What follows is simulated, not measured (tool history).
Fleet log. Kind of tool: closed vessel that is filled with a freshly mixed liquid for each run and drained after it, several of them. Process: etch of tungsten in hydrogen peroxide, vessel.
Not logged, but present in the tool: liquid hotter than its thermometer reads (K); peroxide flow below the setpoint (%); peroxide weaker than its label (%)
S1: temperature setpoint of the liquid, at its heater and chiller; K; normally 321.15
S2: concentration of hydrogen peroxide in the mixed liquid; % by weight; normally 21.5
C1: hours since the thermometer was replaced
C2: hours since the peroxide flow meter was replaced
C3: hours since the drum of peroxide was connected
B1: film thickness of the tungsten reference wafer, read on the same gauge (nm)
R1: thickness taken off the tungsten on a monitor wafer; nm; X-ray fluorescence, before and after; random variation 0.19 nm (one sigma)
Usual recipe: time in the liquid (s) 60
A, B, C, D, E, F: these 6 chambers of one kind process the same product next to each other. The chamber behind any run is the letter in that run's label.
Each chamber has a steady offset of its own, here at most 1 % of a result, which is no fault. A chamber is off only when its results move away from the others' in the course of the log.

Run 1B, hour 3.6: usual settings; C1 2406.9; C2 1733.5; C3 349.3; B1 59.977. Result: R1 46.785 nm.
Run 2F, hour 8.2: usual settings; C1 752.2; C2 78.0; C3 706.0; B1 60.017. Result: R1 46.527 nm.
Run 3A, hour 11.1: usual settings; C1 321.6; C2 2137.2; C3 289.9; B1 60.018. Result: R1 46.870 nm.
Run 4C, hour 15.8: usual settings; C1 554.7; C2 1137.8; C3 459.8; B1 59.973. Result: R1 46.652 nm.
At hour 19.8: chamber B: thermometer replaced.
Run 5E, hour 21.3: usual settings; C1 591.7; C2 891.5; C3 255.4; B1 59.998. Result: R1 46.941 nm.
Run 6D, hour 24.7: usual settings; C1 126.1; C2 287.2; C3 608.0; B1 60.004. Result: R1 47.179 nm.
At hour 27.8: chamber E: thermometer replaced.
Run 7F, hour 30.5: usual settings but time in the liquid (s) 75; C1 774.5; C2 100.3; C3 728.3; B1 59.969. Result: R1 58.632 nm.
Run 8A, hour 35.8: usual settings but time in the liquid (s) 75; C1 346.3; C2 2161.9; C3 314.6; B1 59.950. Result: R1 58.575 nm.
Run 9B, hour 39.4: usual settings but time in the liquid (s) 75; C1 19.6; C2 1769.3; C3 385.1; B1 60.009. Result: R1 58.617 nm.
Run 10C, hour 44.5: usual settings but time in the liquid (s) 75; C1 583.4; C2 1166.5; C3 488.5; B1 59.964. Result: R1 58.307 nm.
Run 11E, hour 50.2: usual settings but time in the liquid (s) 75; C1 22.5; C2 920.4; C3 284.3; B1 60.005. Result: R1 58.636 nm.
Run 12D, hour 54.0: usual settings but time in the liquid (s) 75; C1 155.4; C2 316.5; C3 637.3; B1 59.984. Result: R1 58.750 nm.
Run 13E, hour 56.8: usual settings; C1 29.1; C2 927.0; C3 290.9; B1 59.995. Result: R1 46.814 nm.
Run 14D, hour 60.9: usual settings; C1 162.3; C2 323.4; C3 644.2; B1 59.986. Result: R1 47.054 nm.
Run 15F, hour 65.7: usual settings; C1 809.7; C2 135.5; C3 763.5; B1 60.012. Result: R1 46.628 nm.
Run 16B, hour 69.5: usual settings; C1 49.7; C2 1799.4; C3 415.2; B1 59.958. Result: R1 46.610 nm.
Run 17C, hour 72.7: usual settings; C1 611.6; C2 1194.7; C3 516.7; B1 59.988. Result: R1 45.911 nm.
Run 18A, hour 76.6: usual settings; C1 387.1; C2 2202.7; C3 355.4; B1 60.038. Result: R1 46.896 nm.
Run 19E, hour 81.0: usual settings but S1 312.15 K, time in the liquid (s) 40; C1 53.3; C2 951.2; C3 315.1; B1 59.999. Result: R1 17.483 nm.
Run 20B, hour 83.8: usual settings but S1 312.15 K, time in the liquid (s) 40; C1 64.0; C2 1813.7; C3 429.5; B1 59.946. Result: R1 17.623 nm.
Run 21A, hour 89.9: usual settings but S1 312.15 K, time in the liquid (s) 40; C1 400.4; C2 2216.0; C3 368.7; B1 60.030. Result: R1 17.371 nm.
Run 22C, hour 92.9: usual settings but S1 312.15 K, time in the liquid (s) 40; C1 631.8; C2 1214.9; C3 536.9; B1 60.014. Result: R1 17.129 nm.
Run 23F, hour 98.2: usual settings but S1 312.15 K, time in the liquid (s) 40; C1 842.2; C2 168.0; C3 796.0; B1 60.000. Result: R1 17.808 nm.
Run 24D, hour 102.9: usual settings but S1 312.15 K, time in the liquid (s) 40; C1 204.3; C2 365.4; C3 686.2; B1 60.030. Result: R1 17.766 nm.
At hour 103.2: chamber C: thermometer replaced.
Run 25F, hour 106.5: usual settings; C1 850.5; C2 176.3; C3 804.3; B1 59.986. Result: R1 46.897 nm.
Run 26B, hour 110.1: usual settings; C1 90.3; C2 1840.0; C3 455.8; B1 60.002. Result: R1 47.269 nm.
Run 27C, hour 113.5: usual settings but S1 311.65 K, S2 27.0 % by weight; C1 10.4; C2 1235.5; C3 557.5; B1 60.027. Result: R1 27.568 nm.
Run 28D, hour 116.8: usual settings but S1 311.65 K, S2 27.0 % by weight; C1 218.2; C2 379.3; C3 700.1; B1 60.023. Result: R1 28.789 nm.
Run 29E, hour 119.5: usual settings but S1 311.65 K, S2 27.0 % by weight; C1 91.8; C2 989.7; C3 353.6; B1 60.055. Result: R1 28.410 nm.
At hour 122.7: chamber D: new drum of peroxide connected.
Run 30A, hour 123.4: usual settings but S1 311.65 K, S2 27.0 % by weight; C1 433.9; C2 2249.5; C3 402.2; B1 60.026. Result: R1 28.628 nm.
Run 31C, hour 126.1: usual settings but S1 311.65 K, S2 27.0 % by weight; C1 23.0; C2 1248.1; C3 570.1; B1 59.941. Result: R1 27.571 nm.
Run 32F, hour 131.0: usual settings but S1 311.65 K, S2 27.0 % by weight; C1 875.0; C2 200.8; C3 828.8; B1 60.011. Result: R1 28.802 nm.
Run 33D, hour 135.4: usual settings; C1 236.8; C2 397.9; C3 12.7; B1 60.057. Result: R1 47.323 nm.
Run 34B, hour 139.4: usual settings but S1 324.65 K, S2 18.0 % by weight; C1 119.6; C2 1869.3; C3 485.1; B1 59.965. Result: R1 53.061 nm.
Run 35E, hour 142.3: usual settings but S1 324.65 K, S2 18.0 % by weight; C1 114.6; C2 1012.5; C3 376.4; B1 59.989. Result: R1 53.388 nm.
Run 36A, hour 145.9: usual settings but S1 324.65 K, S2 18.0 % by weight; C1 456.4; C2 2272.0; C3 424.7; B1 60.016. Result: R1 53.107 nm.
Run 37F, hour 148.7: usual settings but S1 324.65 K, S2 18.0 % by weight; C1 892.7; C2 218.5; C3 846.5; B1 60.005. Result: R1 52.963 nm.
Run 38B, hour 153.4: usual settings but S1 324.65 K, S2 18.0 % by weight; C1 133.6; C2 1883.3; C3 499.1; B1 60.015. Result: R1 53.032 nm.
Run 39E, hour 159.0: usual settings but S1 324.65 K, S2 18.0 % by weight; C1 131.3; C2 1029.2; C3 393.1; B1 59.968. Result: R1 53.221 nm.
At hour 160.7: chamber A: peroxide flow meter replaced.
Run 40A, hour 164.8: usual settings; C1 475.3; C2 4.1; C3 443.6; B1 59.975. Result: R1 47.298 nm.

Each of the 6 chambers runs these same settings next. Fill in every chamber's results:
Run 41A, hour 169.1: usual settings. Result: R1 ?.
Run 41B, hour 169.1: usual settings. Result: R1 ?.
Run 41C, hour 169.1: usual settings. Result: R1 ?.
Run 41D, hour 169.1: usual settings. Result: R1 ?.
Run 41E, hour 169.1: usual settings. Result: R1 ?.
Run 41F, hour 169.1: usual settings. Result: R1 ?.

run      R1
41A  46.997
41B  46.892
41C  44.679
41D  46.922
41E  46.965
41F  46.606

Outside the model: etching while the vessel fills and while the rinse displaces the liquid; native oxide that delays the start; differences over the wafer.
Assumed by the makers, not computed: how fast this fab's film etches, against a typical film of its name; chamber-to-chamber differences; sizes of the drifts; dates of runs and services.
